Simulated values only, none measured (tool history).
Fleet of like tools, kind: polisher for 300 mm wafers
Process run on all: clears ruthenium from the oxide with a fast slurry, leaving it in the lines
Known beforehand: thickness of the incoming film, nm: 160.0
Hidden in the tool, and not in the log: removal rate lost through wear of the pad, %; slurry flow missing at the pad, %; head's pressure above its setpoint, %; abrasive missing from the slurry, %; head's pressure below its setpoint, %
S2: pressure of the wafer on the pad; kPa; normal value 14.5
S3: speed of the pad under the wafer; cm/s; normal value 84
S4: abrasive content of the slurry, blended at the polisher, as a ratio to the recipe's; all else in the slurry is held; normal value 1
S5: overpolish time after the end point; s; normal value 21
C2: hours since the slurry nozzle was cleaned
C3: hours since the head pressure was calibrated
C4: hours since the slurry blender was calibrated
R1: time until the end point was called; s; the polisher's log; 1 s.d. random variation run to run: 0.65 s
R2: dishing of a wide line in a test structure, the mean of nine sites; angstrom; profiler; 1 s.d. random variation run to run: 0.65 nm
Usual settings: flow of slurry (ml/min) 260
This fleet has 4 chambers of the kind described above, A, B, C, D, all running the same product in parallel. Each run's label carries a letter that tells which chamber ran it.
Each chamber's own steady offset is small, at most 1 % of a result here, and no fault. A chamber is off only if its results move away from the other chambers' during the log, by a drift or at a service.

-- hour=0.1 chamber B: slurry nozzle cleaned
-- hour=0.6 chamber A: worn pad replaced by a new one
-- hour=6.4 chamber B: slurry blender recalibrated
run 1C hour=8.2 | flow_of_slurry_(ml/min)=260 S2=14.5 S3=84 S4=1 S5=21 | wafers_polished_on_this_pad=678 C2=598.5 C3=333.4 C4=49.2 | R1=51.645 R2=313.83
run 2A hour=13.2 | flow_of_slurry_(ml/min)=260 S2=14.5 S3=84 S4=1 S5=21 | wafers_polished_on_this_pad=129 C2=170.7 C3=373.6 C4=108.5 | R1=52.289 R2=315.12
run 3D hour=21.1 | flow_of_slurry_(ml/min)=260 S2=14.5 S3=84 S4=1 S5=21 | wafers_polished_on_this_pad=679 C2=355.8 C3=102.4 C4=220.1 | R1=51.514 R2=315.57
-- hour=25.4 chamber D: slurry blender recalibrated
run 4B hour=27.4 | flow_of_slurry_(ml/min)=260 S2=14.5 S3=84 S4=1 S5=21 | wafers_polished_on_this_pad=1264 C2=27.4 C3=548.8 C4=21.0 | R1=50.964 R2=309.26
run 5B hour=36.4 | flow_of_slurry_(ml/min)=260 S2=14.5 S3=84 S4=1 S5=21 | wafers_polished_on_this_pad=1356 C2=36.4 C3=557.8 C4=30.0 | R1=50.962 R2=317.85
-- hour=38.5 chamber B: worn pad replaced by a new one
run 6D hour=44.5 | flow_of_slurry_(ml/min)=260 S2=14.5 S3=84 S4=1 S5=21 | wafers_polished_on_this_pad=919 C2=379.2 C3=125.8 C4=19.1 | R1=50.873 R2=315.58
run 7C hour=53.3 | flow_of_slurry_(ml/min)=260 S2=14.5 S3=84 S4=1 S5=21 | wafers_polished_on_this_pad=1139 C2=643.6 C3=378.5 C4=94.3 | R1=51.021 R2=318.92
-- hour=59.1 chamber A: worn pad replaced by a new one
run 8A hour=59.4 | flow_of_slurry_(ml/min)=260 S2=14.5 S3=84 S4=1 S5=21 | wafers_polished_on_this_pad=3 C2=216.9 C3=419.8 C4=154.7 | R1=51.327 R2=316.27
-- hour=60.9 chamber D: worn pad replaced by a new one
-- hour=65.1 chamber C: worn pad replaced by a new one
-- hour=67.9 chamber A: slurry nozzle cleaned
run 9A hour=68.6 | flow_of_slurry_(ml/min)=260 S2=14.5 S3=84 S4=1 S5=21 | wafers_polished_on_this_pad=97 C2=0.8 C3=429.0 C4=163.9 | R1=50.082 R2=306.93
run 10D hour=75.1 | flow_of_slurry_(ml/min)=260 S2=14.5 S3=84 S4=1 S5=21 | wafers_polished_on_this_pad=146 C2=409.8 C3=156.4 C4=49.7 | R1=50.579 R2=317.32
run 11B hour=81.9 | flow_of_slurry_(ml/min)=260 S2=14.5 S3=84 S4=1 S5=21 | wafers_polished_on_this_pad=444 C2=81.9 C3=603.3 C4=75.5 | R1=51.130 R2=326.46
run 12C hour=88.3 | flow_of_slurry_(ml/min)=260 S2=14.5 S3=84 S4=1 S5=21 | wafers_polished_on_this_pad=237 C2=678.6 C3=413.5 C4=129.3 | R1=50.995 R2=322.18
run 13A hour=94.3 | flow_of_slurry_(ml/min)=260 S2=14.5 S3=84 S4=1 S5=21 | wafers_polished_on_this_pad=360 C2=26.5 C3=454.7 C4=189.6 | R1=49.208 R2=315.25
run 14C hour=100.4 | flow_of_slurry_(ml/min)=260 S2=14.5 S3=84 S4=1 S5=21 | wafers_polished_on_this_pad=361 C2=690.7 C3=425.6 C4=141.4 | R1=50.855 R2=317.68
-- hour=105.3 chamber C: head pressure recalibrated
run 15B hour=106.6 | flow_of_slurry_(ml/min)=260 S2=14.5 S3=84 S4=1 S5=21 | wafers_polished_on_this_pad=697 C2=106.6 C3=628.0 C4=100.2 | R1=50.728 R2=321.73
run 16D hour=111.7 | flow_of_slurry_(ml/min)=260 S2=14.5 S3=84 S4=1 S5=21 | wafers_polished_on_this_pad=520 C2=446.4 C3=193.0 C4=86.3 | R1=50.580 R2=312.81
run 17B hour=118.3 | flow_of_slurry_(ml/min)=260 S2=14.5 S3=84 S4=1 S5=21 | wafers_polished_on_this_pad=816 C2=118.3 C3=639.7 C4=111.9 | R1=50.804 R2=319.66
-- hour=120.0 chamber A: worn pad replaced by a new one
run 18C hour=123.8 | flow_of_slurry_(ml/min)=260 S2=14.5 S3=84 S4=1 S5=21 | wafers_polished_on_this_pad=601 C2=714.1 C3=18.5 C4=164.8 | R1=56.620 R2=298.24
run 19D hour=128.9 | flow_of_slurry_(ml/min)=260 S2=14.5 S3=84 S4=1 S5=21 | wafers_polished_on_this_pad=696 C2=463.6 C3=210.2 C4=103.5 | R1=50.921 R2=321.75
run 20A hour=135.2 | flow_of_slurry_(ml/min)=260 S2=14.5 S3=84 S4=1 S5=21 | wafers_polished_on_this_pad=155 C2=67.4 C3=495.6 C4=230.5 | R1=50.657 R2=302.82
run 21B hour=139.5 | flow_of_slurry_(ml/min)=260 S2=14.5 S3=84 S4=1 S5=21 | wafers_polished_on_this_pad=1033 C2=139.5 C3=660.9 C4=133.1 | R1=50.614 R2=304.62
run 22C hour=146.1 | flow_of_slurry_(ml/min)=260 S2=14.5 S3=84 S4=1 S5=21 | wafers_polished_on_this_pad=829 C2=736.4 C3=40.8 C4=187.1 | R1=57.389 R2=293.38
run 23D hour=154.3 | flow_of_slurry_(ml/min)=260 S2=14.5 S3=84 S4=1 S5=21 | wafers_polished_on_this_pad=956 C2=489.0 C3=235.6 C4=128.9 | R1=50.293 R2=315.23
run 24A hour=162.6 | flow_of_slurry_(ml/min)=260 S2=14.5 S3=84 S4=1 S5=21 | wafers_polished_on_this_pad=436 C2=94.8 C3=523.0 C4=257.9 | R1=52.267 R2=313.73
run 25D hour=166.9 | flow_of_slurry_(ml/min)=260 S2=14.5 S3=84 S4=1 S5=21 | wafers_polished_on_this_pad=1085 C2=501.6 C3=248.2 C4=141.5 | R1=51.709 R2=323.90
run 26B hour=171.0 | flow_of_slurry_(ml/min)=260 S2=14.5 S3=58 S4=1 S5=21 | wafers_polished_on_this_pad=1355 C2=171.0 C3=692.4 C4=164.6 | R1=72.994 R2=261.42
-- hour=174.4 chamber A: slurry blender recalibrated
-- hour=176.0 chamber A: worn pad replaced by a new one
-- hour=176.1 chamber B: worn pad replaced by a new one
run 27A hour=178.9 | flow_of_slurry_(ml/min)=260 S2=14.5 S3=58 S4=1 S5=21 | wafers_polished_on_this_pad=29 C2=111.1 C3=539.3 C4=4.5 | R1=73.685 R2=264.31
-- hour=180.3 chamber C: worn pad replaced by a new one
-- hour=181.7 chamber D: worn pad replaced by a new one
run 28C hour=184.0 | flow_of_slurry_(ml/min)=260 S2=14.5 S3=58 S4=1 S5=21 | wafers_polished_on_this_pad=38 C2=774.3 C3=78.7 C4=225.0 | R1=82.001 R2=252.83
run 29C hour=191.8 | flow_of_slurry_(ml/min)=260 S2=14.5 S3=58 S4=1 S5=21 | wafers_polished_on_this_pad=118 C2=782.1 C3=86.5 C4=232.8 | R1=83.532 R2=243.07
run 30A hour=200.5 | flow_of_slurry_(ml/min)=260 S2=14.5 S3=84 S4=1 S5=21 | wafers_polished_on_this_pad=250 C2=132.7 C3=560.9 C4=26.1 | R1=50.713 R2=311.24
run 31D hour=206.2 | flow_of_slurry_(ml/min)=260 S2=14.5 S3=84 S4=1 S5=21 | wafers_polished_on_this_pad=250 C2=540.9 C3=287.5 C4=180.8 | R1=50.673 R2=321.26
run 32B hour=213.2 | flow_of_slurry_(ml/min)=260 S2=14.5 S3=84 S4=1 S5=21 | wafers_polished_on_this_pad=379 C2=213.2 C3=734.6 C4=206.8 | R1=50.156 R2=308.84
run 33B hour=220.3 | flow_of_slurry_(ml/min)=260 S2=18.6 S3=84 S4=1 S5=21 | wafers_polished_on_this_pad=452 C2=220.3 C3=741.7 C4=213.9 | R1=39.317 R2=340.17
run 34A hour=224.6 | flow_of_slurry_(ml/min)=260 S2=18.6 S3=84 S4=1 S5=21 | wafers_polished_on_this_pad=497 C2=156.8 C3=585.0 C4=50.2 | R1=39.970 R2=360.55
run 35C hour=230.0 | flow_of_slurry_(ml/min)=260 S2=18.6 S3=84 S4=1 S5=21 | wafers_polished_on_this_pad=509 C2=820.3 C3=124.7 C4=271.0 | R1=43.812 R2=338.08
run 36D hour=237.8 | flow_of_slurry_(ml/min)=260 S2=18.6 S3=84 S4=1 S5=21 | wafers_polished_on_this_pad=574 C2=572.5 C3=319.1 C4=212.4 | R1=39.786 R2=341.40
-- hour=238.0 chamber A: worn pad replaced by a new one
run 37A hour=246.2 | flow_of_slurry_(ml/min)=260 S2=14.5 S3=84 S4=1 S5=21 | wafers_polished_on_this_pad=84 C2=178.4 C3=606.6 C4=71.8 | R1=51.904 R2=316.92
run 38B hour=253.3 | flow_of_slurry_(ml/min)=260 S2=14.5 S3=84 S4=1 S5=21 | wafers_polished_on_this_pad=790 C2=253.3 C3=774.7 C4=246.9 | R1=52.389 R2=319.10
run 39C hour=260.5 | flow_of_slurry_(ml/min)=260 S2=14.5 S3=84 S4=1 S5=21 | wafers_polished_on_this_pad=821 C2=850.8 C3=155.2 C4=301.5 | R1=56.260 R2=296.22

One chamber off, gauge drift, or nothing amiss beyond the chambers' own small offsets? If it is a chamber, which one, and what is the likeliest cause?

Chamber C came out of a service off from its peers and stayed that way.
What lies behind it: head's pressure below its setpoint, % = 9.66.

Which of the 4 candidates below, each the usual settings with something changed and its results left as question marks, puts chamber C back in line with what the other chambers give on the usual settings?
A result is in line if it is within this distance of the other chambers' mean on the usual settings: R1 2.300 s; R2 23.00 angstrom
run 40C-1 hour=267.2 | flow_of_slurry_(ml/min)=260 S2=15.2 S3=90 S4=1.00 S5=20 | R1=? R2=?
run 40C-2 hour=267.2 | flow_of_slurry_(ml/min)=260 S2=15.9 S3=92 S4=1.05 S5=20 | R1=? R2=?
run 40C-3 hour=267.2 | flow_of_slurry_(ml/min)=260 S2=13.1 S3=78 S4=0.95 S5=22 | R1=? R2=?
run 40C-4 hour=267.2 | flow_of_slurry_(ml/min)=260 S2=13.8 S3=80 S4=1.00 S5=21 | R1=? R2=?

What the other chambers average on the usual settings: R1 51.003 s; R2 315.01 angstrom
run=40C-1 R1=51.008 R2=313.27
run=40C-2 R1=46.672 R2=325.75
run=40C-3 R1=69.857 R2=280.77
run=40C-4 R1=63.151 R2=288.99
Change 40C-1 lands the chamber within the allowed miss of the other chambers.
